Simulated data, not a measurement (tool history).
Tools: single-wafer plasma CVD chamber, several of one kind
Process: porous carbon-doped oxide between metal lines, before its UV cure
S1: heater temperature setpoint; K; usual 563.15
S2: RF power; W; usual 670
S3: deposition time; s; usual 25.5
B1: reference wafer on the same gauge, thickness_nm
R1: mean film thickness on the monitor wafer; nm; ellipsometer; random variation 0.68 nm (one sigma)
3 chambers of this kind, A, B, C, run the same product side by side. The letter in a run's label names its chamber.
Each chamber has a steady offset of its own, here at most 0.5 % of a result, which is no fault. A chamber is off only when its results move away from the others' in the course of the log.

run   hour      S1   S2    S3      B1      R1
 1C   11.7  563.15  670  25.5   165.2   179.9
 2B   24.7  563.15  670  25.5  165.14  178.21
 3A   32.6  563.15  670  25.5  165.12  176.21
 4C   46.6  563.15  670  25.5  165.03  178.13
 5A   61.9  563.15  555  25.5  164.77  157.09
 6B   75.3  563.15  555  25.5  165.14  157.29
 7A   87.9  563.15  555  25.5  164.97  157.55
 8C   98.3  563.15  670  25.5  164.78  178.84
 9B  108.4  563.15  670  25.5  165.13  177.35
10C  116.1  563.15  670  25.5   165.1   178.4
11B  128.9  563.15  670  25.5  164.99  177.36
12A  142.1  573.15  750  25.5  165.12  179.24
13C  155.8  573.15  750  25.5  165.06  180.38
14A  165.9  573.15  750  25.5  164.98  179.08
15B  178.5  563.15  670  25.5  164.78  178.29
16C  186.9  563.15  670  25.5  165.09  178.02
17B  196.3  563.15  670  25.5  164.93  177.31
18A  206.9  563.15  730  25.5  164.97  184.93
19B  218.9  563.15  730  25.5  165.08  187.39
20A  234.5  563.15  730  25.5  164.98  185.91
21C  245.6  563.15  670  25.5     165  179.82
22A  254.4  563.15  670  25.5   164.9  175.02
23C  269.5  563.15  670  25.5  165.19  178.32
24B  276.5  563.15  670  25.5  164.88  177.61
25B  287.5  563.15  580  25.5  164.88  161.06
26C  299.2  563.15  580  25.5  165.01  162.29
27A  314.1  563.15  580  25.5  165.11  159.17
28A  323.8  563.15  670  25.5  164.93  174.24
29C  337.9  563.15  670  25.5  165.02   178.3
30B  347.7  569.15  670  25.5  165.01  171.47
31C  356.4  569.15  670  25.5   165.1  173.72
32A    372  569.15  670  25.5  164.98  167.72
33B  379.2  563.15  670  25.5  165.07  176.74
34A  391.3  550.15  670  22.9  164.88  168.89
35B  400.4  550.15  670  22.9  165.18  173.83
36C  408.9  550.15  670  22.9  165.18   174.2
37C    423  563.15  670  25.5  165.06  179.44
38B    438  563.15  670  25.5  165.08  177.83
39A  448.3  563.15  670  25.5  164.98  172.24
40C  457.7  563.15  670  25.5  165.09   177.8

All 3 chambers run these settings next. Forecast each chamber's results:
41A   469  563.15  590  25.5       ?
41B   469  563.15  590  25.5       ?
41C   469  563.15  590  25.5       ?

run      R1
41A  158.26
41B  164.76
41C  164.26
